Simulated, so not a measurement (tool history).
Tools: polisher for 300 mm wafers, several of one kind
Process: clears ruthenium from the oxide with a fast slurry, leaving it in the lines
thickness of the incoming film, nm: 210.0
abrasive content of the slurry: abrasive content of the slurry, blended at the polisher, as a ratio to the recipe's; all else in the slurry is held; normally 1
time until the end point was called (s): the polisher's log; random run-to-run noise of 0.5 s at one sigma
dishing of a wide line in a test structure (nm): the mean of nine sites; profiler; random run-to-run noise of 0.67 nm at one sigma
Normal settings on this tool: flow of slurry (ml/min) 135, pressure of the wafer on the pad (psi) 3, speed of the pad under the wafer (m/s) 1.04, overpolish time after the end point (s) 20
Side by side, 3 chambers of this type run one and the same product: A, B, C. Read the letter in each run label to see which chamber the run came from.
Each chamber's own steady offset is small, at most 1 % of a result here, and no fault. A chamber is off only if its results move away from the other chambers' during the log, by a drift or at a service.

| run | day | flow of slurry (ml/min) | pressure of the wafer on the pad (psi) | speed of the pad under the wafer (m/s) | abrasive content of the slurry | overpolish time after the end point (s) | wafers polished on this pad | hours since the slurry nozzle was cleaned | hours since the head pressure was calibrated | hours since the slurry blender was calibrated | time until the end point was called (s) | dishing of a wide line in a test structure (nm) |
|---|---|---|---|---|---|---|---|---|---|---|---|---|
|  | 0.038 | chamber C: head pressure recalibrated |
|  | 0.521 | chamber B: slurry blender recalibrated |
| 1C | 0.538 | 135 | 3 | 1.04 | 1 | 20 | 321 | 750.7 | 12.1 | 201 | 41.123 | 66.078 |
| 2B | 1.021 | 135 | 3 | 1.04 | 1 | 20 | 627 | 607.5 | 180.4 | 12.1 | 42.75 | 66.55 |
| 3A | 1.412 | 135 | 3 | 1.04 | 1 | 20 | 660 | 334.6 | 911.9 | 84.1 | 41.414 | 66.051 |
| 4B | 1.779 | 135 | 3 | 1.04 | 1 | 20 | 783 | 625.7 | 198.6 | 30.3 | 42.098 | 66.44 |
| 5C | 2.3 | 135 | 3.9 | 1.18 | 1 | 20 | 685 | 793 | 54.4 | 243.3 | 28.269 | 84.229 |
| 6A | 2.729 | 135 | 3.9 | 1.18 | 1 | 20 | 931 | 366.2 | 943.5 | 115.7 | 28.623 | 84.007 |
| 7C | 3.058 | 135 | 3.9 | 1.18 | 1 | 20 | 841 | 811.2 | 72.6 | 261.5 | 27.945 | 84.985 |
|  | 3.392 | chamber A: slurry blender recalibrated |
| 8A | 3.488 | 135 | 3 | 1.04 | 1 | 20 | 1088 | 384.4 | 961.7 | 2.4 | 42.861 | 66.779 |
|  | 3.733 | chamber B: worn pad replaced by a new one |
| 9B | 3.904 | 135 | 3 | 1.04 | 1 | 20 | 35 | 676.7 | 249.6 | 81.3 | 42.822 | 67.611 |
|  | 3.921 | chamber B: slurry nozzle cleaned |
|  | 4.192 | chamber C: worn pad replaced by a new one |
|  | 4.2 | chamber A: worn pad replaced by a new one |
| 10A | 4.283 | 135 | 3 | 1.04 | 1 | 20 | 17 | 403.5 | 980.8 | 21.5 | 42.472 | 66.714 |
| 11C | 4.675 | 135 | 3 | 1.04 | 1 | 20 | 99 | 850 | 111.4 | 300.3 | 43.03 | 66.72 |
| 12B | 5.254 | 100 | 3 | 1.04 | 1 | 20 | 314 | 32 | 282 | 113.7 | 44.923 | 63.71 |
|  | 5.333 | chamber A: slurry nozzle cleaned |
| 13B | 5.542 | 100 | 3 | 1.04 | 1 | 20 | 373 | 38.9 | 288.9 | 120.6 | 44.815 | 64.163 |
| 14C | 5.946 | 100 | 3 | 1.04 | 1 | 20 | 362 | 880.5 | 141.9 | 330.8 | 44.672 | 63.78 |
|  | 6.054 | chamber C: slurry blender recalibrated |
| 15A | 6.442 | 135 | 3 | 1.04 | 1 | 20 | 462 | 26.7 | 1032.6 | 73.3 | 41.194 | 66.606 |
| 16C | 6.771 | 135 | 3 | 1.04 | 1 | 20 | 532 | 900.3 | 161.7 | 17.2 | 42.132 | 66.455 |
|  | 6.954 | chamber B: head pressure recalibrated |
| 17A | 7.346 | 135 | 3 | 1.04 | 1 | 20 | 649 | 48.4 | 1054.3 | 95 | 42.039 | 65.644 |
| 18B | 7.629 | 135 | 3 | 1.04 | 1 | 20 | 803 | 89 | 16.3 | 170.7 | 41.901 | 66.195 |
| 19C | 7.962 | 135 | 3 | 1.04 | 1 | 24 | 778 | 928.9 | 190.3 | 45.8 | 41.47 | 72.821 |
|  | 8.108 | chamber C: worn pad replaced by a new one |
| 20A | 8.388 | 135 | 3 | 1.04 | 1 | 24 | 864 | 73.4 | 1079.3 | 120 | 41.537 | 75.894 |
|  | 8.6 | chamber B: worn pad replaced by a new one |
| 21B | 8.646 | 135 | 3 | 1.04 | 1 | 24 | 9 | 113.4 | 40.7 | 195.1 | 41.737 | 75.092 |
| 22A | 9.154 | 135 | 3 | 1.04 | 1 | 20 | 1022 | 91.8 | 1097.7 | 138.4 | 41.824 | 66.986 |
| 23C | 9.412 | 135 | 3 | 1.04 | 1 | 20 | 269 | 963.7 | 225.1 | 80.6 | 41.445 | 65.127 |
|  | 9.483 | chamber A: worn pad replaced by a new one |
|  | 9.704 | chamber A: slurry blender recalibrated |
| 24B | 9.812 | 135 | 3 | 1.04 | 1 | 20 | 250 | 141.4 | 68.7 | 223.1 | 42.232 | 66.181 |
|  | 9.988 | chamber C: slurry nozzle cleaned |
| 25B | 10.104 | 115 | 3 | 1.38 | 1 | 20 | 310 | 148.4 | 75.7 | 230.1 | 32.561 | 78.112 |
| 26C | 10.625 | 115 | 3 | 1.38 | 1 | 20 | 519 | 15.4 | 254.2 | 109.7 | 32.978 | 79.831 |
| 27A | 11.146 | 115 | 3 | 1.38 | 1 | 20 | 343 | 139.6 | 1145.5 | 34.6 | 32.492 | 78.372 |
| 28B | 11.496 | 135 | 3 | 1.04 | 1 | 26 | 597 | 181.8 | 109.1 | 263.5 | 41.783 | 78.711 |
| 29A | 12.079 | 135 | 3 | 1.04 | 1 | 26 | 535 | 162 | 1167.9 | 57 | 42.267 | 80.17 |
| 30C | 12.342 | 135 | 3 | 1.04 | 1 | 26 | 873 | 56.6 | 295.4 | 150.9 | 41.319 | 77.769 |
|  | 12.425 | chamber C: worn pad replaced by a new one |
| 31B | 12.733 | 135 | 3 | 1.04 | 1 | 20 | 852 | 211.5 | 138.8 | 293.2 | 42.148 | 67.255 |
| 32C | 13.046 | 135 | 2.1 | 1.04 | 1 | 20 | 128 | 73.5 | 312.3 | 167.8 | 60.112 | 50.127 |
| 33A | 13.346 | 135 | 2.1 | 1.04 | 1 | 20 | 796 | 192.4 | 1198.3 | 87.4 | 59.277 | 51.252 |
| 34A | 13.875 | 135 | 2.1 | 1.04 | 1 | 20 | 906 | 205.1 | 1211 | 100.1 | 59.44 | 51.116 |
| 35C | 14.258 | 135 | 3 | 1.04 | 1 | 20 | 378 | 102.6 | 341.4 | 196.9 | 41.017 | 66.082 |
|  | 14.521 | chamber B: worn pad replaced by a new one |
| 36B | 14.638 | 135 | 2.2 | 1.04 | 1 | 20 | 24 | 257.2 | 184.5 | 338.9 | 58.488 | 52.874 |

Each of the 3 chambers runs these same settings next. Fill in every chamber's results:
| 37A | 15.062 | 135 | 3 | 1.04 | 1 | 20 |  |  |  |  | ? | ? |
| 37B | 15.062 | 135 | 3 | 1.04 | 1 | 20 |  |  |  |  | ? | ? |
| 37C | 15.062 | 135 | 3 | 1.04 | 1 | 20 |  |  |  |  | ? | ? |

| run | time until the end point was called (s) | dishing of a wide line in a test structure (nm) |
|---|---|---|
| 37A | 40.801 | 67.099 |
| 37B | 42.26 | 65.427 |
| 37C | 41.548 | 66.634 |
